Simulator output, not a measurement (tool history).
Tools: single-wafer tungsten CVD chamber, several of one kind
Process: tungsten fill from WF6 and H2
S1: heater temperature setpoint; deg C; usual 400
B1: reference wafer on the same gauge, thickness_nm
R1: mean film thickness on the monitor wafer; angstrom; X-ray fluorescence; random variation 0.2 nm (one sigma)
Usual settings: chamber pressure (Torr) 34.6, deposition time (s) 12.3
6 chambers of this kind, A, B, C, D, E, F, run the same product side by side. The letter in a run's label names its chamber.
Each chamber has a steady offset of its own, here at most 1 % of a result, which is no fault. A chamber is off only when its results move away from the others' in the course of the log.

run 1E hour=7.5 | S1=400 chamber_pressure_(Torr)=34.6 deposition_time_(s)=12.3 | B1=36.540 | R1=379.06
run 2C hour=18.9 | S1=400 chamber_pressure_(Torr)=34.6 deposition_time_(s)=12.3 | B1=36.471 | R1=381.28
run 3A hour=30.8 | S1=400 chamber_pressure_(Torr)=34.6 deposition_time_(s)=12.3 | B1=36.483 | R1=378.94
run 4B hour=43.2 | S1=400 chamber_pressure_(Torr)=34.6 deposition_time_(s)=12.3 | B1=36.514 | R1=380.23
run 5F hour=51.5 | S1=400 chamber_pressure_(Torr)=34.6 deposition_time_(s)=12.3 | B1=36.486 | R1=379.04
run 6D hour=57.7 | S1=400 chamber_pressure_(Torr)=34.6 deposition_time_(s)=12.3 | B1=36.535 | R1=381.39
run 7A hour=65.7 | S1=400 chamber_pressure_(Torr)=34.6 deposition_time_(s)=12.3 | B1=36.498 | R1=379.45
run 8E hour=75.4 | S1=400 chamber_pressure_(Torr)=34.6 deposition_time_(s)=12.3 | B1=36.456 | R1=378.93
-- hour=78.7 chamber D: capacitance manometer re-zeroed and calibrated
run 9D hour=83.6 | S1=400 chamber_pressure_(Torr)=34.6 deposition_time_(s)=12.3 | B1=36.537 | R1=381.36
run 10B hour=92.5 | S1=400 chamber_pressure_(Torr)=34.6 deposition_time_(s)=12.3 | B1=36.471 | R1=383.38
run 11C hour=102.8 | S1=400 chamber_pressure_(Torr)=34.6 deposition_time_(s)=12.3 | B1=36.544 | R1=378.15
run 12F hour=115.7 | S1=400 chamber_pressure_(Torr)=34.6 deposition_time_(s)=12.3 | B1=36.471 | R1=376.69
run 13D hour=125.0 | S1=400 chamber_pressure_(Torr)=34.6 deposition_time_(s)=12.3 | B1=36.484 | R1=381.35
run 14F hour=136.1 | S1=400 chamber_pressure_(Torr)=34.6 deposition_time_(s)=12.3 | B1=36.538 | R1=379.95
run 15E hour=149.6 | S1=387 chamber_pressure_(Torr)=34.6 deposition_time_(s)=13.0 | B1=36.499 | R1=312.52
run 16B hour=162.4 | S1=387 chamber_pressure_(Torr)=34.6 deposition_time_(s)=13.0 | B1=36.452 | R1=314.43
run 17A hour=170.6 | S1=387 chamber_pressure_(Torr)=34.6 deposition_time_(s)=13.0 | B1=36.529 | R1=314.31
run 18C hour=180.7 | S1=387 chamber_pressure_(Torr)=34.6 deposition_time_(s)=13.0 | B1=36.509 | R1=311.59
run 19A hour=189.9 | S1=387 chamber_pressure_(Torr)=34.6 deposition_time_(s)=13.0 | B1=36.528 | R1=314.03
run 20C hour=199.1 | S1=387 chamber_pressure_(Torr)=34.6 deposition_time_(s)=13.0 | B1=36.533 | R1=313.41
run 21B hour=208.9 | S1=400 chamber_pressure_(Torr)=34.6 deposition_time_(s)=12.3 | B1=36.537 | R1=382.67
run 22D hour=221.7 | S1=400 chamber_pressure_(Torr)=34.6 deposition_time_(s)=12.3 | B1=36.523 | R1=384.88
run 23E hour=231.8 | S1=400 chamber_pressure_(Torr)=34.6 deposition_time_(s)=12.3 | B1=36.482 | R1=379.14
run 24F hour=244.5 | S1=400 chamber_pressure_(Torr)=34.6 deposition_time_(s)=12.3 | B1=36.548 | R1=377.93
run 25F hour=254.0 | S1=400 chamber_pressure_(Torr)=34.6 deposition_time_(s)=12.3 | B1=36.502 | R1=384.28
run 26B hour=266.2 | S1=400 chamber_pressure_(Torr)=34.6 deposition_time_(s)=12.3 | B1=36.486 | R1=376.87
run 27C hour=273.8 | S1=400 chamber_pressure_(Torr)=34.6 deposition_time_(s)=12.3 | B1=36.532 | R1=374.20
run 28E hour=282.2 | S1=409 chamber_pressure_(Torr)=34.6 deposition_time_(s)=11.1 | B1=36.504 | R1=402.81
-- hour=284.0 chamber B: thermocouple changed; heater temperature recalibrated
run 29D hour=291.4 | S1=409 chamber_pressure_(Torr)=34.6 deposition_time_(s)=11.1 | B1=36.460 | R1=404.51
run 30A hour=301.8 | S1=409 chamber_pressure_(Torr)=34.6 deposition_time_(s)=11.1 | B1=36.438 | R1=403.54
run 31E hour=308.3 | S1=409 chamber_pressure_(Torr)=34.6 deposition_time_(s)=11.1 | B1=36.516 | R1=398.18
run 32C hour=318.8 | S1=409 chamber_pressure_(Torr)=34.6 deposition_time_(s)=11.1 | B1=36.529 | R1=391.64
run 33A hour=331.5 | S1=409 chamber_pressure_(Torr)=34.6 deposition_time_(s)=11.1 | B1=36.451 | R1=402.94
run 34D hour=344.7 | S1=400 chamber_pressure_(Torr)=34.6 deposition_time_(s)=12.3 | B1=36.500 | R1=387.35
run 35F hour=357.8 | S1=400 chamber_pressure_(Torr)=34.6 deposition_time_(s)=12.3 | B1=36.502 | R1=381.88
-- hour=360.4 chamber E: thermocouple changed; heater temperature recalibrated
run 36B hour=368.6 | S1=400 chamber_pressure_(Torr)=34.6 deposition_time_(s)=12.3 | B1=36.490 | R1=378.80
run 37A hour=379.3 | S1=400 chamber_pressure_(Torr)=41.1 deposition_time_(s)=11.0 | B1=36.556 | R1=365.63
run 38D hour=392.0 | S1=400 chamber_pressure_(Torr)=41.1 deposition_time_(s)=11.0 | B1=36.466 | R1=370.50
run 39E hour=398.9 | S1=400 chamber_pressure_(Torr)=41.1 deposition_time_(s)=11.0 | B1=36.490 | R1=373.59
run 40B hour=405.6 | S1=400 chamber_pressure_(Torr)=41.1 deposition_time_(s)=11.0 | B1=36.466 | R1=370.02
run 41C hour=419.3 | S1=400 chamber_pressure_(Torr)=41.1 deposition_time_(s)=11.0 | B1=36.517 | R1=363.69
run 42F hour=428.0 | S1=400 chamber_pressure_(Torr)=41.1 deposition_time_(s)=11.0 | B1=36.477 | R1=368.49
run 43C hour=440.5 | S1=400 chamber_pressure_(Torr)=34.6 deposition_time_(s)=12.3 | B1=36.507 | R1=371.38
run 44E hour=447.4 | S1=400 chamber_pressure_(Torr)=34.6 deposition_time_(s)=12.3 | B1=36.473 | R1=379.40

Next, every chamber runs the same settings. What will each give?
run 45A hour=457.6 | S1=395 chamber_pressure_(Torr)=34.6 deposition_time_(s)=12.3 | R1=?
run 45B hour=457.6 | S1=395 chamber_pressure_(Torr)=34.6 deposition_time_(s)=12.3 | R1=?
run 45C hour=457.6 | S1=395 chamber_pressure_(Torr)=34.6 deposition_time_(s)=12.3 | R1=?
run 45D hour=457.6 | S1=395 chamber_pressure_(Torr)=34.6 deposition_time_(s)=12.3 | R1=?
run 45E hour=457.6 | S1=395 chamber_pressure_(Torr)=34.6 deposition_time_(s)=12.3 | R1=?
run 45F hour=457.6 | S1=395 chamber_pressure_(Torr)=34.6 deposition_time_(s)=12.3 | R1=?

run=45A R1=347.42
run=45B R1=346.23
run=45C R1=335.29
run=45D R1=350.86
run=45E R1=346.51
run=45F R1=345.60
